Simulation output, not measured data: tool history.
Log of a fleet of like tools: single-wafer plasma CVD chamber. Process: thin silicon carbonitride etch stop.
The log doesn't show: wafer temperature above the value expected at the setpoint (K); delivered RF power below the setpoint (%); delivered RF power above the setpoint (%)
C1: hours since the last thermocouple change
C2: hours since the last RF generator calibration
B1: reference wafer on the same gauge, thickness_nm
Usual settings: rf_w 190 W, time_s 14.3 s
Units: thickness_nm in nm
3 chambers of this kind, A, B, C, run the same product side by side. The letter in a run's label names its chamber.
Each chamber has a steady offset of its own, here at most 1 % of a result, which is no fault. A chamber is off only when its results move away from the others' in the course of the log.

run 1B hour=8.2 | rf_w=190 time_s=14.3 | C1=884.4 C2=593.6 | B1=8.3638 | thickness_nm=8.0712
run 2A hour=15.4 | rf_w=190 time_s=14.3 | C1=667.6 C2=2338.4 | B1=8.3724 | thickness_nm=8.0623
run 3C hour=21.7 | rf_w=190 time_s=14.3 | C1=1470.9 C2=820.2 | B1=8.3687 | thickness_nm=8.043
run 4C hour=29.6 | rf_w=190 time_s=14.3 | C1=1478.8 C2=828.1 | B1=8.3704 | thickness_nm=8.0446
run 5B hour=36.4 | rf_w=190 time_s=14.3 | C1=912.6 C2=621.8 | B1=8.375 | thickness_nm=8.0887
run 6A hour=40.9 | rf_w=190 time_s=14.3 | C1=693.1 C2=2363.9 | B1=8.3711 | thickness_nm=8.0512
run 7A hour=45.1 | rf_w=190 time_s=14.3 | C1=697.3 C2=2368.1 | B1=8.3759 | thickness_nm=8.0146
run 8C hour=52.2 | rf_w=190 time_s=14.3 | C1=1501.4 C2=850.7 | B1=8.3699 | thickness_nm=8.0293
run 9B hour=57.4 | rf_w=225 time_s=14.3 | C1=933.6 C2=642.8 | B1=8.3675 | thickness_nm=8.4891
run 10C hour=64.9 | rf_w=225 time_s=14.3 | C1=1514.1 C2=863.4 | B1=8.3677 | thickness_nm=8.4767
run 11A hour=72 | rf_w=225 time_s=14.3 | C1=724.2 C2=2395 | B1=8.3678 | thickness_nm=8.4716
run 12B hour=79.1 | rf_w=190 time_s=14.3 | C1=955.3 C2=664.5 | B1=8.3718 | thickness_nm=8.0781
run 13A hour=83.9 | rf_w=170 time_s=15.4 | C1=736.1 C2=2406.9 | B1=8.3718 | thickness_nm=8.3722
run 14C hour=88.5 | rf_w=170 time_s=15.4 | C1=1537.7 C2=887 | B1=8.3686 | thickness_nm=8.3725
run 15B hour=97.3 | rf_w=170 time_s=15.4 | C1=973.5 C2=682.7 | B1=8.3673 | thickness_nm=8.4065
run 16C hour=106.3 | rf_w=190 time_s=14.3 | C1=1555.5 C2=904.8 | B1=8.3723 | thickness_nm=8.0376
run 17B hour=111.9 | rf_w=190 time_s=14.3 | C1=988.1 C2=697.3 | B1=8.3762 | thickness_nm=8.0806
run 18A hour=118.5 | rf_w=190 time_s=14.3 | C1=770.7 C2=2441.5 | B1=8.3702 | thickness_nm=8.0814
run 19C hour=127.5 | rf_w=190 time_s=14.3 | C1=1576.7 C2=926 | B1=8.3727 | thickness_nm=8.0455
run 20B hour=136.4 | rf_w=220 time_s=13.1 | C1=1012.6 C2=721.8 | B1=8.3683 | thickness_nm=7.7538
run 21A hour=141.2 | rf_w=220 time_s=13.1 | C1=793.4 C2=2464.2 | B1=8.3641 | thickness_nm=7.74
run 22B hour=149 | rf_w=220 time_s=13.1 | C1=1025.2 C2=734.4 | B1=8.3739 | thickness_nm=7.724
run 23C hour=154.3 | rf_w=190 time_s=14.3 | C1=1603.5 C2=952.8 | B1=8.3683 | thickness_nm=8.0284
run 24A hour=159 | rf_w=160 time_s=16.3 | C1=811.2 C2=2482 | B1=8.373 | thickness_nm=8.7043
run 25C hour=165.3 | rf_w=160 time_s=16.3 | C1=1614.5 C2=963.8 | B1=8.3705 | thickness_nm=8.6712
run 26B hour=173.1 | rf_w=160 time_s=16.3 | C1=1049.3 C2=758.5 | B1=8.3713 | thickness_nm=8.7232
run 27A hour=181.1 | rf_w=190 time_s=14.3 | C1=833.3 C2=2504.1 | B1=8.3727 | thickness_nm=8.0636
run 28C hour=186.1 | rf_w=190 time_s=14.3 | C1=1635.3 C2=984.6 | B1=8.3662 | thickness_nm=8.038
run 29B hour=195 | rf_w=155 time_s=12.8 | C1=1071.2 C2=780.4 | B1=8.3668 | thickness_nm=6.8004
run 30A hour=199.5 | rf_w=155 time_s=12.8 | C1=851.7 C2=2522.5 | B1=8.3704 | thickness_nm=6.7821
run 31B hour=204 | rf_w=155 time_s=12.8 | C1=1080.2 C2=789.4 | B1=8.3674 | thickness_nm=6.824
run 32C hour=212.7 | rf_w=190 time_s=14.3 | C1=1661.9 C2=1011.2 | B1=8.3639 | thickness_nm=8.0857

Next, every chamber runs the same settings. What will each give?
run 33A hour=219.4 | rf_w=190 time_s=15.5 | thickness_nm=?
run 33B hour=219.4 | rf_w=190 time_s=15.5 | thickness_nm=?
run 33C hour=219.4 | rf_w=190 time_s=15.5 | thickness_nm=?

run=33A thickness_nm=8.7086
run=33B thickness_nm=8.7632
run=33C thickness_nm=8.766
